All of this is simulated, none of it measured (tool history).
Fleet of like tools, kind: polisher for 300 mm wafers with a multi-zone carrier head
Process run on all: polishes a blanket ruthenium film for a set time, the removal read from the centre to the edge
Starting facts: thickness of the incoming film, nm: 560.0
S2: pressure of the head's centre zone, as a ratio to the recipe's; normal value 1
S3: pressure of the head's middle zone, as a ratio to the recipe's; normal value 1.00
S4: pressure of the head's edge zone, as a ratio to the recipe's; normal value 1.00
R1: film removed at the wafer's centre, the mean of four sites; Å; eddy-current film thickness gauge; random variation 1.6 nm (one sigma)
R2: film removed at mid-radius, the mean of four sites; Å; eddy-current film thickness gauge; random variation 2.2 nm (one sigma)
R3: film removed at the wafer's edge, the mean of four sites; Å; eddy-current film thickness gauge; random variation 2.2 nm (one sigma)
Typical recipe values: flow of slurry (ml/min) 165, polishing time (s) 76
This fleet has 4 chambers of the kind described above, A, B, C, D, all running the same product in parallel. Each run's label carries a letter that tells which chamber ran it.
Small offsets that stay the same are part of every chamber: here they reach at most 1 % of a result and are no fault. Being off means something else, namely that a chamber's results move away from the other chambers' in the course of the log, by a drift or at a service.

Run 1B, hour 9.4: usual settings. Result: R1 1552.1 Å, R2 1536.1 Å, R3 1566.4 Å.
Run 2D, hour 19.7: usual settings. Result: R1 1535.0 Å, R2 1577.8 Å, R3 1519.4 Å.
Run 3C, hour 30.7: usual settings. Result: R1 1578.7 Å, R2 1603.1 Å, R3 1572.6 Å.
At hour 36.2: chamber B: worn pad replaced by a new one.
Run 4A, hour 36.6: usual settings. Result: R1 1566.8 Å, R2 1527.8 Å, R3 1569.9 Å.
At hour 39.7: chamber C: worn pad replaced by a new one.
At hour 43.8: chamber A: worn pad replaced by a new one.
Run 5A, hour 44.7: usual settings. Result: R1 1581.3 Å, R2 1581.2 Å, R3 1587.5 Å.
Run 6D, hour 51.4: usual settings. Result: R1 1515.6 Å, R2 1557.4 Å, R3 1547.4 Å.
At hour 52.0: chamber D: worn pad replaced by a new one.
Run 7B, hour 62.0: usual settings. Result: R1 1571.1 Å, R2 1572.0 Å, R3 1600.8 Å.
Run 8C, hour 69.8: usual settings. Result: R1 1592.7 Å, R2 1584.6 Å, R3 1577.5 Å.
Run 9C, hour 76.7: usual settings but flow of slurry (ml/min) 190, polishing time (s) 53. Result: R1 1117.0 Å, R2 1090.6 Å, R3 1123.8 Å.
Run 10A, hour 85.9: usual settings but flow of slurry (ml/min) 190, polishing time (s) 53. Result: R1 1126.2 Å, R2 1098.8 Å, R3 1111.9 Å.
Run 11D, hour 95.0: usual settings but flow of slurry (ml/min) 190, polishing time (s) 53. Result: R1 1124.4 Å, R2 1101.3 Å, R3 1135.2 Å.
Run 12B, hour 103.9: usual settings but flow of slurry (ml/min) 190, polishing time (s) 53. Result: R1 1110.6 Å, R2 1118.4 Å, R3 1134.0 Å.
Run 13C, hour 110.6: usual settings. Result: R1 1566.2 Å, R2 1593.3 Å, R3 1552.5 Å.
At hour 114.9: chamber D: worn pad replaced by a new one.
At hour 120.1: chamber B: worn pad replaced by a new one.
At hour 121.8: chamber C: worn pad replaced by a new one.
Run 14A, hour 122.5: usual settings. Result: R1 1571.2 Å, R2 1565.6 Å, R3 1597.9 Å.
Run 15D, hour 132.9: usual settings. Result: R1 1543.6 Å, R2 1592.2 Å, R3 1536.4 Å.
At hour 135.6: chamber A: worn pad replaced by a new one.
Run 16B, hour 140.5: usual settings but flow of slurry (ml/min) 185, polishing time (s) 58. Result: R1 1207.8 Å, R2 1215.3 Å, R3 1226.9 Å.
Run 17D, hour 149.8: usual settings but flow of slurry (ml/min) 185, polishing time (s) 58. Result: R1 1203.7 Å, R2 1248.9 Å, R3 1226.4 Å.
Run 18C, hour 156.5: usual settings but flow of slurry (ml/min) 185, polishing time (s) 58. Result: R1 1224.1 Å, R2 1224.4 Å, R3 1213.3 Å.
Run 19A, hour 168.1: usual settings but flow of slurry (ml/min) 185, polishing time (s) 58. Result: R1 1214.2 Å, R2 1192.5 Å, R3 1227.8 Å.
At hour 169.4: chamber D: worn pad replaced by a new one.
Run 20B, hour 180.3: usual settings. Result: R1 1586.2 Å, R2 1534.7 Å, R3 1560.3 Å.
At hour 190.3: chamber B: worn pad replaced by a new one.
Run 21B, hour 192.1: usual settings but S4 0.92. Result: R1 1575.9 Å, R2 1584.8 Å, R3 1490.0 Å.
Run 22A, hour 197.6: usual settings but S4 0.92. Result: R1 1561.2 Å, R2 1525.8 Å, R3 1502.7 Å.
At hour 199.0: chamber C: worn pad replaced by a new one.
Run 23D, hour 207.4: usual settings but S4 0.92. Result: R1 1564.2 Å, R2 1586.3 Å, R3 1501.6 Å.
Run 24C, hour 215.3: usual settings but S4 0.92. Result: R1 1595.1 Å, R2 1560.7 Å, R3 1511.0 Å.
At hour 217.4: chamber A: worn pad replaced by a new one.
At hour 223.9: chamber D: worn pad replaced by a new one.
Run 25D, hour 225.1: usual settings but S3 1.05, S4 0.90. Result: R1 1560.3 Å, R2 1653.8 Å, R3 1510.6 Å.
Run 26A, hour 235.0: usual settings but S3 1.05, S4 0.90. Result: R1 1588.7 Å, R2 1614.9 Å, R3 1457.0 Å.
At hour 237.8: chamber B: centre zone pressure recalibrated.
Run 27C, hour 244.6: usual settings but S3 1.05, S4 0.90. Result: R1 1573.6 Å, R2 1619.4 Å, R3 1470.8 Å.
At hour 248.2: chamber B: slurry nozzle cleaned.
Run 28B, hour 254.9: usual settings but S3 1.05, S4 0.90. Result: R1 1581.6 Å, R2 1665.9 Å, R3 1456.8 Å.

For the next run the whole fleet of 4 chambers uses the same settings. Give each chamber's results:
Run 29A, hour 263.7: usual settings. Result: R1 ?, R2 ?, R3 ?.
Run 29B, hour 263.7: usual settings. Result: R1 ?, R2 ?, R3 ?.
Run 29C, hour 263.7: usual settings. Result: R1 ?, R2 ?, R3 ?.
Run 29D, hour 263.7: usual settings. Result: R1 ?, R2 ?, R3 ?.

run      R1      R2      R3
29A  1592.4  1576.8  1582.5
29B  1558.8  1565.0  1530.9
29C  1568.7  1549.0  1577.4
29D  1563.1  1576.6  1560.5

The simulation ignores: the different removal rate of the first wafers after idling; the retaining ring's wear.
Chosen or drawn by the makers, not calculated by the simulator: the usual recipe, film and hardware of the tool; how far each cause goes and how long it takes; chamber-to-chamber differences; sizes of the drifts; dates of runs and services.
